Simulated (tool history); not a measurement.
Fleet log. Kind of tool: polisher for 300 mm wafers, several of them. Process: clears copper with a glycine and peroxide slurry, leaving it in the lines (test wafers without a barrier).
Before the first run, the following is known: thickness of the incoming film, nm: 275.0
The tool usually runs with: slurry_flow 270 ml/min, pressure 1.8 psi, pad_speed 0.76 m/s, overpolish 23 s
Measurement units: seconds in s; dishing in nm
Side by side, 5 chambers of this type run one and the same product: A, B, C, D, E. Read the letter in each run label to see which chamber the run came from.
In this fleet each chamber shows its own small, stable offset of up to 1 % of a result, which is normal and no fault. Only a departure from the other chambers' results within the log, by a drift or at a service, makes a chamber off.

| run | hour | slurry_flow | pressure | pad_speed | overpolish | wafers polished on this pad | hours since the slurry nozzle was cleaned | hours since the head pressure was calibrated | seconds | dishing |
|---|---|---|---|---|---|---|---|---|---|---|
| 1D | 3.1 | 270 | 1.8 | 0.76 | 23 | 178 | 318.6 | 273.5 | 100.890 | 42.123 |
| 2B | 5.3 | 270 | 1.8 | 0.76 | 23 | 260 | 44.7 | 474.2 | 103.150 | 41.516 |
| 3A | 8.1 | 270 | 1.8 | 0.76 | 23 | 83 | 59.7 | 148.1 | 100.800 | 42.120 |
| 4E | 10.6 | 270 | 1.8 | 0.76 | 23 | 688 | 502.7 | 837.0 | 102.890 | 44.410 |
| 5C | 14.5 | 270 | 1.8 | 0.66 | 23 | 1268 | 47.3 | 1124.7 | 109.860 | 38.918 |
| 6C | 18.9 | 270 | 1.8 | 0.66 | 23 | 1303 | 51.7 | 1129.1 | 110.870 | 39.826 |
| 7A | 23.3 | 270 | 1.8 | 0.66 | 23 | 203 | 74.9 | 163.3 | 113.980 | 38.335 |
| 8E | 27.2 | 270 | 1.8 | 0.66 | 23 | 819 | 519.3 | 853.6 | 112.650 | 40.045 |
| 9B | 30.1 | 270 | 1.8 | 0.66 | 23 | 455 | 69.5 | 499.0 | 112.360 | 39.510 |
| 10D | 32.6 | 270 | 1.8 | 0.76 | 23 | 411 | 348.1 | 303.0 | 99.619 | 42.317 |
| 11A | 37.2 | 270 | 1.8 | 0.76 | 23 | 313 | 88.8 | 177.2 | 102.400 | 43.082 |
| 12B | 40.1 | 270 | 1.8 | 0.76 | 23 | 534 | 79.5 | 509.0 | 103.360 | 42.076 |
| 13D | 43.3 | 360 | 1.8 | 0.76 | 23 | 495 | 358.8 | 313.7 | 98.089 | 43.500 |
| 14E | 46.5 | 360 | 1.8 | 0.76 | 23 | 971 | 538.6 | 872.9 | 100.960 | 42.603 |
|  | 47.9 | chamber C: worn pad replaced by a new one |
|  | 48.3 | chamber D: worn pad replaced by a new one |
| 15C | 50.2 | 360 | 1.8 | 0.76 | 23 | 18 | 83.0 | 1160.4 | 100.590 | 42.804 |
| 16E | 54.2 | 360 | 1.8 | 0.76 | 23 | 1031 | 546.3 | 880.6 | 99.530 | 42.078 |
| 17B | 58.2 | 360 | 1.8 | 0.76 | 23 | 677 | 97.6 | 527.1 | 98.637 | 42.935 |
| 18D | 61.9 | 270 | 1.8 | 0.76 | 23 | 107 | 377.4 | 332.3 | 101.720 | 42.595 |
| 19A | 64.7 | 270 | 1.8 | 0.76 | 23 | 529 | 116.3 | 204.7 | 102.140 | 40.487 |
| 20C | 68.4 | 270 | 1.8 | 0.76 | 23 | 162 | 101.2 | 1178.6 | 102.410 | 41.307 |
| 21D | 70.6 | 270 | 1.8 | 0.76 | 23 | 176 | 386.1 | 341.0 | 99.122 | 42.454 |
| 22B | 73.0 | 270 | 1.8 | 0.76 | 23 | 793 | 112.4 | 541.9 | 102.760 | 41.356 |
| 23E | 75.4 | 270 | 1.8 | 0.76 | 23 | 1199 | 567.5 | 901.8 | 103.990 | 42.079 |
| 24C | 77.5 | 270 | 1.8 | 0.76 | 23 | 233 | 110.3 | 1187.7 | 99.944 | 42.511 |
| 25A | 81.7 | 270 | 1.8 | 0.76 | 23 | 664 | 133.3 | 221.7 | 100.570 | 44.105 |
| 26A | 83.8 | 270 | 1.8 | 0.76 | 23 | 680 | 135.4 | 223.8 | 101.590 | 43.220 |
| 27D | 88.1 | 270 | 1.8 | 0.76 | 23 | 314 | 403.6 | 358.5 | 101.970 | 44.803 |
| 28C | 92.2 | 190 | 1.8 | 0.76 | 13 | 349 | 125.0 | 1202.4 | 104.880 | 24.101 |
| 29B | 94.5 | 190 | 1.8 | 0.76 | 13 | 963 | 133.9 | 563.4 | 104.820 | 24.891 |
| 30E | 99.3 | 190 | 1.8 | 0.76 | 13 | 1387 | 591.4 | 925.7 | 112.350 | 24.127 |
| 31D | 102.0 | 190 | 1.8 | 0.76 | 13 | 423 | 417.5 | 372.4 | 104.540 | 24.178 |
| 32B | 105.0 | 190 | 1.8 | 0.76 | 13 | 1046 | 144.4 | 573.9 | 105.980 | 25.283 |
| 33A | 109.5 | 270 | 1.8 | 0.76 | 23 | 883 | 161.1 | 249.5 | 103.310 | 41.280 |
|  | 110.1 | chamber E: slurry nozzle cleaned |
| 34E | 113.5 | 270 | 1.8 | 0.76 | 23 | 1499 | 3.4 | 939.9 | 110.330 | 40.025 |
| 35C | 118.0 | 270 | 1.8 | 0.76 | 23 | 553 | 150.8 | 1228.2 | 101.290 | 43.804 |
| 36E | 121.8 | 270 | 1.8 | 0.76 | 23 | 1564 | 11.7 | 948.2 | 107.950 | 40.782 |
| 37B | 124.0 | 270 | 1.8 | 0.76 | 23 | 1195 | 163.4 | 592.9 | 99.718 | 44.284 |

Each of the 5 chambers runs these same settings next. Fill in every chamber's results:
| 38A | 127.4 | 210 | 1.8 | 0.76 | 23 |  |  |  | ? | ? |
| 38B | 127.4 | 210 | 1.8 | 0.76 | 23 |  |  |  | ? | ? |
| 38C | 127.4 | 210 | 1.8 | 0.76 | 23 |  |  |  | ? | ? |
| 38D | 127.4 | 210 | 1.8 | 0.76 | 23 |  |  |  | ? | ? |
| 38E | 127.4 | 210 | 1.8 | 0.76 | 23 |  |  |  | ? | ? |

| run | seconds | dishing |
|---|---|---|
| 38A | 106.530 | 42.647 |
| 38B | 106.070 | 42.070 |
| 38C | 104.810 | 41.701 |
| 38D | 104.500 | 40.002 |
| 38E | 111.820 | 38.221 |
